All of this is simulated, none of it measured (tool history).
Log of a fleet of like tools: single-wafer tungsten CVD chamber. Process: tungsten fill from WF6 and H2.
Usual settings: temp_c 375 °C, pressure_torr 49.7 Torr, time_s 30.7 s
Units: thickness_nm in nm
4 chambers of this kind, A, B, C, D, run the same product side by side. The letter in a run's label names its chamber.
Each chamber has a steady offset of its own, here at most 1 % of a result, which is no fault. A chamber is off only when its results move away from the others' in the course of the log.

run,hour,temp_c,pressure_torr,time_s,hours since the last thermocouple change,hours since the last manometer calibration,"read-back reference wafer on the same gauge, thickness_nm",thickness_nm
1C,6.9,375,49.7,30.7,774.1,1520,67.591,69.379
2B,12.6,375,49.7,30.7,404.1,2525.6,67.585,69.394
3A,21.3,375,49.7,30.7,109.5,915.7,67.583,69.534
4D,28.7,375,49.7,30.7,764.9,472.7,67.579,69.149
5C,38.3,375,49.7,30.7,805.5,1551.4,67.552,69.244
6A,46.2,375,49.7,30.7,134.4,940.6,67.544,69.69
7D,54,375,49.7,30.7,790.2,498,67.56,69.092
8B,64.1,375,49.7,30.7,455.6,2577.1,67.529,69.375
9D,71.5,375,49.7,30.7,807.7,515.5,67.518,69.187
10C,82.5,375,49.7,30.7,849.7,1595.6,67.52,69.097
11A,91.3,375,49.7,30.7,179.5,985.7,67.478,69.574
12B,100.7,375,49.7,30.7,492.2,2613.7,67.497,69.396
13B,110.9,375,40.1,32.8,502.4,2623.9,67.462,67.06
14D,116.9,375,40.1,32.8,853.1,560.9,67.472,67.066
15A,124.5,375,40.1,32.8,212.7,1018.9,67.456,67.124
16C,136,375,40.1,32.8,903.2,1649.1,67.449,66.858
17C,143.2,375,49.7,26.7,910.4,1656.3,67.434,60.191
18B,150.6,375,49.7,26.7,542.1,2663.6,67.438,60.17
19A,162.2,375,49.7,26.7,250.4,1056.6,67.423,60.26
20D,172.9,375,49.7,26.7,909.1,616.9,67.386,59.965
21A,182.6,375,49.7,30.7,270.8,1077,67.381,69.287
22D,192.2,375,49.7,30.7,928.4,636.2,67.376,68.889
23B,200.1,375,49.7,30.7,591.6,2713.1,67.379,69.273
24C,211.7,375,49.7,30.7,978.9,1724.8,67.365,69.102
25B,219.2,375,49.7,30.7,610.7,2732.2,67.337,69.243
26D,224.9,375,49.7,30.7,961.1,668.9,67.335,68.83
27C,233.4,362,49.7,34.4,1000.6,1746.5,67.325,58.617
28A,244.9,362,49.7,34.4,333.1,1139.3,67.301,58.661

Next, every chamber runs the same settings. What will each give?
29A,253.2,375,49.7,27.3,,,,?
29B,253.2,375,49.7,27.3,,,,?
29C,253.2,375,49.7,27.3,,,,?
29D,253.2,375,49.7,27.3,,,,?

run,thickness_nm
29A,61.574
29B,61.468
29C,61.259
29D,61.158
